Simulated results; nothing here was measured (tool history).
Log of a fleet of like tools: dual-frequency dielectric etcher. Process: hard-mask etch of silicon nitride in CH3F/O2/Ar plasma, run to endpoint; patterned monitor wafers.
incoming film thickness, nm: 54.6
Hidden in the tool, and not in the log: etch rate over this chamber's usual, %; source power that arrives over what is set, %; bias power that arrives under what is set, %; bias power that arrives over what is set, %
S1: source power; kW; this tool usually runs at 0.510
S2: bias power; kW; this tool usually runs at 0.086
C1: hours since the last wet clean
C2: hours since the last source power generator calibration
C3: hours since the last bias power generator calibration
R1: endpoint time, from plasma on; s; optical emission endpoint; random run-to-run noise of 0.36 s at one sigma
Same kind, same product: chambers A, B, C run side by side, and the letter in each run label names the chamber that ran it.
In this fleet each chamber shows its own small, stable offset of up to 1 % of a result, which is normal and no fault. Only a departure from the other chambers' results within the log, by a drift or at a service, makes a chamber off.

run 1B day=0.292 | S1=0.510 S2=0.086 | C1=151.2 C2=216.7 C3=1086.4 | R1=67.663
run 2A day=0.829 | S1=0.510 S2=0.086 | C1=233.6 C2=2653.0 C3=761.1 | R1=68.769
run 3C day=1.133 | S1=0.510 S2=0.086 | C1=544.3 C2=1740.3 C3=864.1 | R1=68.403
run 4B day=1.421 | S1=0.510 S2=0.086 | C1=178.3 C2=243.8 C3=1113.5 | R1=67.510
run 5A day=1.796 | S1=0.510 S2=0.086 | C1=256.8 C2=2676.2 C3=784.3 | R1=68.674
run 6C day=2.079 | S1=0.510 S2=0.086 | C1=567.0 C2=1763.0 C3=886.8 | R1=67.634
run 7A day=2.546 | S1=0.510 S2=0.086 | C1=274.8 C2=2694.2 C3=802.3 | R1=68.120
run 8B day=2.867 | S1=0.510 S2=0.086 | C1=213.0 C2=278.5 C3=1148.2 | R1=67.379
-- day=3.279 chamber C: wet clean of the chamber
run 9C day=3.300 | S1=0.510 S2=0.086 | C1=0.6 C2=1792.3 C3=916.1 | R1=67.501
run 10A day=3.854 | S1=0.510 S2=0.086 | C1=306.2 C2=2725.6 C3=833.7 | R1=68.027
run 11B day=4.221 | S1=0.510 S2=0.086 | C1=245.5 C2=311.0 C3=1180.7 | R1=67.845
run 12C day=4.629 | S1=0.570 S2=0.107 | C1=32.5 C2=1824.2 C3=948.0 | R1=60.440
-- day=5.021 chamber A: wet clean of the chamber
run 13B day=5.092 | S1=0.570 S2=0.107 | C1=266.4 C2=331.9 C3=1201.6 | R1=59.813
run 14A day=5.588 | S1=0.570 S2=0.107 | C1=13.6 C2=2767.2 C3=875.3 | R1=60.390
run 15C day=5.896 | S1=0.510 S2=0.086 | C1=62.9 C2=1854.6 C3=978.4 | R1=67.473
run 16A day=6.204 | S1=0.510 S2=0.086 | C1=28.4 C2=2782.0 C3=890.1 | R1=68.054
run 17B day=6.650 | S1=0.510 S2=0.086 | C1=303.8 C2=369.3 C3=1239.0 | R1=67.109
run 18C day=7.112 | S1=0.510 S2=0.086 | C1=92.1 C2=1883.8 C3=1007.6 | R1=68.103
run 19B day=7.667 | S1=0.510 S2=0.086 | C1=328.2 C2=393.7 C3=1263.4 | R1=67.233
run 20A day=8.146 | S1=0.510 S2=0.086 | C1=75.0 C2=2828.6 C3=936.7 | R1=68.725
run 21C day=8.608 | S1=0.510 S2=0.086 | C1=128.0 C2=1919.7 C3=1043.5 | R1=68.143
run 22A day=9.188 | S1=0.510 S2=0.086 | C1=100.0 C2=2853.6 C3=961.7 | R1=68.586
run 23C day=9.525 | S1=0.510 S2=0.086 | C1=150.0 C2=1941.7 C3=1065.5 | R1=67.818
run 24B day=9.988 | S1=0.510 S2=0.086 | C1=383.9 C2=449.4 C3=1319.1 | R1=67.087
run 25C day=10.558 | S1=0.510 S2=0.086 | C1=174.8 C2=1966.5 C3=1090.3 | R1=67.852
run 26B day=11.000 | S1=0.510 S2=0.086 | C1=408.2 C2=473.7 C3=1343.4 | R1=67.617
run 27A day=11.312 | S1=0.510 S2=0.086 | C1=151.0 C2=2904.6 C3=1012.7 | R1=68.031
run 28C day=11.817 | S1=0.510 S2=0.086 | C1=205.0 C2=1996.7 C3=1120.5 | R1=67.772
-- day=12.008 chamber B: wet clean of the chamber
run 29A day=12.138 | S1=0.510 S2=0.086 | C1=170.8 C2=2924.4 C3=1032.5 | R1=68.153
run 30B day=12.621 | S1=0.510 S2=0.086 | C1=14.7 C2=512.6 C3=1382.3 | R1=67.626
run 31C day=13.025 | S1=0.510 S2=0.086 | C1=234.0 C2=2025.7 C3=1149.5 | R1=67.756
run 32B day=13.612 | S1=0.510 S2=0.086 | C1=38.5 C2=536.4 C3=1406.1 | R1=67.501
run 33A day=14.071 | S1=0.510 S2=0.086 | C1=217.2 C2=2970.8 C3=1078.9 | R1=67.568
run 34C day=14.562 | S1=0.510 S2=0.086 | C1=270.9 C2=2062.6 C3=1186.4 | R1=68.105

For the next run the whole fleet of 3 chambers uses the same settings. Give each chamber's results:
run 35A day=14.983 | S1=0.510 S2=0.101 | R1=?
run 35B day=14.983 | S1=0.510 S2=0.101 | R1=?
run 35C day=14.983 | S1=0.510 S2=0.101 | R1=?

run=35A R1=64.663
run=35B R1=63.641
run=35C R1=63.443

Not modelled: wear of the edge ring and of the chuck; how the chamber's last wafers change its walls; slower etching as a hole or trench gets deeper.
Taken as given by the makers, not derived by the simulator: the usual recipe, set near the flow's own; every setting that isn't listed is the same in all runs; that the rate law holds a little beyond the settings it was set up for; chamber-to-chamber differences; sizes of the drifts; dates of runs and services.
